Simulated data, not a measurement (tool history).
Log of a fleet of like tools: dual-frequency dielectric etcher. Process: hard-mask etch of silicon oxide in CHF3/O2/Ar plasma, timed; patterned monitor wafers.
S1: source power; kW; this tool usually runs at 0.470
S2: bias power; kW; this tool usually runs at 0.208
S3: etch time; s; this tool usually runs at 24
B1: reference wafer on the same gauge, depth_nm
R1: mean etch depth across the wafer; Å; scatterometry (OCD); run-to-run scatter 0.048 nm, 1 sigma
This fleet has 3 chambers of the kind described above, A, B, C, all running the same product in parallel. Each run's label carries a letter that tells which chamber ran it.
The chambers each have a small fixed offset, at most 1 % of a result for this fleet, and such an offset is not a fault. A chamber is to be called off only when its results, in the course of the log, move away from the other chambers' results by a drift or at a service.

run,hour,S1,S2,S3,B1,R1
1A,6.1,0.470,0.208,24,37.302,454.68
2C,15.0,0.470,0.208,24,37.314,458.37
# hour 19.5: chamber C: wet clean of the chamber
3B,23.4,0.470,0.208,24,37.325,455.02
4C,33.1,0.470,0.208,24,37.318,457.60
5B,40.2,0.470,0.208,24,37.328,454.25
6A,47.8,0.470,0.208,24,37.338,455.12
7A,56.9,0.470,0.208,24,37.347,455.91
8B,64.9,0.470,0.208,24,37.349,454.63
9C,70.4,0.470,0.208,24,37.350,459.16
10B,78.3,0.470,0.208,24,37.367,455.63
11A,87.1,0.470,0.208,24,37.351,455.21
12C,96.7,0.470,0.208,24,37.366,458.72
13B,106.9,0.470,0.208,24,37.376,455.99
14A,118.0,0.550,0.177,24,37.388,456.89
15C,129.5,0.550,0.177,24,37.395,460.58
16B,139.5,0.550,0.177,24,37.414,458.46
17C,149.6,0.470,0.208,24,37.412,457.73
18A,160.3,0.410,0.208,17,37.421,306.47
19C,166.6,0.410,0.208,17,37.415,308.57
20B,176.2,0.410,0.208,17,37.431,305.88
21A,181.6,0.470,0.208,24,37.430,455.21
22C,190.9,0.470,0.208,24,37.441,458.00
23B,196.6,0.470,0.208,24,37.445,456.19
24A,207.3,0.470,0.208,24,37.451,456.40
25C,213.9,0.470,0.208,24,37.451,459.55

All 3 chambers run these settings next. Forecast each chamber's results:
26A,222.6,0.470,0.208,24,,?
26B,222.6,0.470,0.208,24,,?
26C,222.6,0.470,0.208,24,,?

run,R1
26A,456.16
26B,456.34
26C,459.79
